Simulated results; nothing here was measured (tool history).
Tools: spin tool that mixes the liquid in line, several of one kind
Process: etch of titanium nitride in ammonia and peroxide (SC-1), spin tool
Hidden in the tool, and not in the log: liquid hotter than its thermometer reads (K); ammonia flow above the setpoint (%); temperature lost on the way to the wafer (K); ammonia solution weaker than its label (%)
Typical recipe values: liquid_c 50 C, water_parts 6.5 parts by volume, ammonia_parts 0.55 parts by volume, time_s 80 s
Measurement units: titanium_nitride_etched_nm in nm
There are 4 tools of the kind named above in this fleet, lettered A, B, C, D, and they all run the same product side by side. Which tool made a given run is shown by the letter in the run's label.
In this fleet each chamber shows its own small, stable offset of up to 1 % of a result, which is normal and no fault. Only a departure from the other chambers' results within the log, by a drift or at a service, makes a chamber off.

| run | hour | liquid_c | water_parts | ammonia_parts | time_s | hours since the thermometer was replaced | hours since the ammonia flow meter was replaced | hours since the heated supply line was repaired | hours since the drum of ammonia solution was connected | read-back film thickness of the titanium nitride reference wafer, read on the same gauge (nm) | titanium_nitride_etched_nm |
|---|---|---|---|---|---|---|---|---|---|---|---|
| 1D | 8.5 | 50 | 6.5 | 0.55 | 80 | 1349.1 | 13.8 | 2725.0 | 18.3 | 50.006 | 8.7110 |
| 2A | 15.4 | 50 | 6.5 | 0.55 | 80 | 1587.1 | 423.8 | 564.8 | 842.3 | 50.011 | 8.6826 |
|  | 19.9 | chamber A: ammonia flow meter replaced |
| 3B | 20.8 | 50 | 6.5 | 0.55 | 80 | 762.7 | 749.7 | 235.1 | 320.7 | 50.000 | 8.8341 |
| 4C | 28.9 | 50 | 6.5 | 0.55 | 80 | 771.0 | 67.9 | 617.7 | 841.0 | 50.011 | 8.7970 |
| 5C | 40.3 | 50 | 6.5 | 0.55 | 80 | 782.4 | 79.3 | 629.1 | 852.4 | 49.989 | 8.8710 |
| 6A | 47.0 | 50 | 6.5 | 0.55 | 80 | 1618.7 | 27.1 | 596.4 | 873.9 | 50.007 | 8.7311 |
| 7D | 52.4 | 50 | 6.5 | 0.55 | 80 | 1393.0 | 57.7 | 2768.9 | 62.2 | 50.013 | 8.8457 |
|  | 53.5 | chamber C: new drum of ammonia solution connected |
| 8B | 61.4 | 50 | 6.5 | 0.55 | 80 | 803.3 | 790.3 | 275.7 | 361.3 | 49.977 | 8.7724 |
| 9B | 68.0 | 50 | 6.5 | 0.55 | 80 | 809.9 | 796.9 | 282.3 | 367.9 | 50.012 | 8.9183 |
| 10C | 73.7 | 50 | 6.5 | 0.55 | 80 | 815.8 | 112.7 | 662.5 | 20.2 | 49.996 | 8.9114 |
| 11A | 85.6 | 50 | 6.5 | 0.55 | 80 | 1657.3 | 65.7 | 635.0 | 912.5 | 49.992 | 8.6701 |
| 12D | 91.0 | 50 | 6.5 | 0.55 | 80 | 1431.6 | 96.3 | 2807.5 | 100.8 | 50.019 | 8.8896 |
| 13C | 97.0 | 50 | 6.5 | 0.55 | 105 | 839.1 | 136.0 | 685.8 | 43.5 | 50.018 | 11.5840 |
| 14D | 102.8 | 50 | 6.5 | 0.55 | 105 | 1443.4 | 108.1 | 2819.3 | 112.6 | 50.014 | 11.6690 |
| 15A | 109.2 | 50 | 6.5 | 0.55 | 105 | 1680.9 | 89.3 | 658.6 | 936.1 | 50.002 | 11.4660 |
| 16B | 121.5 | 50 | 6.5 | 0.55 | 105 | 863.4 | 850.4 | 335.8 | 421.4 | 49.990 | 11.6910 |
| 17A | 131.8 | 50 | 6.5 | 0.55 | 80 | 1703.5 | 111.9 | 681.2 | 958.7 | 50.011 | 8.7756 |
| 18D | 138.5 | 50 | 6.5 | 0.55 | 80 | 1479.1 | 143.8 | 2855.0 | 148.3 | 49.999 | 8.8955 |
| 19B | 146.3 | 50 | 6.5 | 0.55 | 80 | 888.2 | 875.2 | 360.6 | 446.2 | 49.990 | 8.9938 |
| 20C | 158.8 | 50 | 6.5 | 0.55 | 80 | 900.9 | 197.8 | 747.6 | 105.3 | 50.004 | 8.7537 |
|  | 167.1 | chamber A: new drum of ammonia solution connected |
| 21B | 168.8 | 50 | 6.5 | 0.55 | 80 | 910.7 | 897.7 | 383.1 | 468.7 | 49.998 | 8.6952 |
| 22D | 181.0 | 50 | 6.5 | 0.55 | 80 | 1521.6 | 186.3 | 2897.5 | 190.8 | 50.005 | 9.1635 |
| 23A | 187.6 | 50 | 6.5 | 0.55 | 80 | 1759.3 | 167.7 | 737.0 | 20.6 | 50.003 | 8.8439 |
| 24C | 198.9 | 50 | 6.5 | 0.55 | 80 | 941.0 | 237.9 | 787.7 | 145.4 | 50.004 | 8.8702 |
| 25A | 210.8 | 50 | 6.5 | 0.55 | 80 | 1782.5 | 190.9 | 760.2 | 43.8 | 50.014 | 8.8231 |
| 26C | 223.2 | 50 | 6.5 | 0.55 | 80 | 965.3 | 262.2 | 812.0 | 169.7 | 50.021 | 8.6331 |
| 27D | 232.1 | 50 | 6.5 | 0.55 | 80 | 1572.7 | 237.4 | 2948.6 | 241.9 | 49.985 | 9.2627 |
| 28B | 243.8 | 50 | 6.5 | 0.55 | 80 | 985.7 | 972.7 | 458.1 | 543.7 | 50.012 | 8.8084 |
| 29B | 250.8 | 50 | 6.5 | 0.55 | 50 | 992.7 | 979.7 | 465.1 | 550.7 | 49.993 | 5.5451 |
| 30C | 258.5 | 50 | 6.5 | 0.55 | 50 | 1000.6 | 297.5 | 847.3 | 205.0 | 50.017 | 5.5039 |
| 31A | 269.9 | 50 | 6.5 | 0.55 | 50 | 1841.6 | 250.0 | 819.3 | 102.9 | 50.002 | 5.5108 |
| 32D | 276.5 | 50 | 6.5 | 0.55 | 50 | 1617.1 | 281.8 | 2993.0 | 286.3 | 49.990 | 5.9462 |
| 33D | 284.6 | 50 | 6.5 | 0.55 | 80 | 1625.2 | 289.9 | 3001.1 | 294.4 | 50.000 | 9.6551 |

Does one chamber stand apart from the rest, does the shared gauge drift, or is all well apart from small per-chamber offsets? Give the chamber and the most likely cause, where there is one.

Chamber D drifts away from the others.
Likeliest cause: liquid hotter than its thermometer reads (K) = 1.25.

Which of the 4 candidates below, each the usual settings with something changed and its results left as question marks, puts chamber D back in line with what the other chambers give on the usual settings?
Allowed miss from the other chambers' usual-settings mean, per result, to count as in line: titanium_nitride_etched_nm 0.2600 nm
| 34D-1 | 293.6 | 52.5 | 6.5 | 0.55 | 80 |  |  |  |  |  | ? |
| 34D-2 | 293.6 | 50.5 | 6.5 | 0.55 | 85 |  |  |  |  |  | ? |
| 34D-3 | 293.6 | 50.0 | 6.5 | 0.20 | 80 |  |  |  |  |  | ? |
| 34D-4 | 293.6 | 50.0 | 7.5 | 0.50 | 80 |  |  |  |  |  | ? |

Mean of the other chambers on the usual settings: titanium_nitride_etched_nm 8.7758 nm
| run | titanium_nitride_etched_nm |
|---|---|
| 34D-1 | 11.4640 |
| 34D-2 | 10.5990 |
| 34D-3 | 8.0721 |
| 34D-4 | 8.8452 |
The answer is 34D-4, which returns the chamber to within the allowed miss of the others.
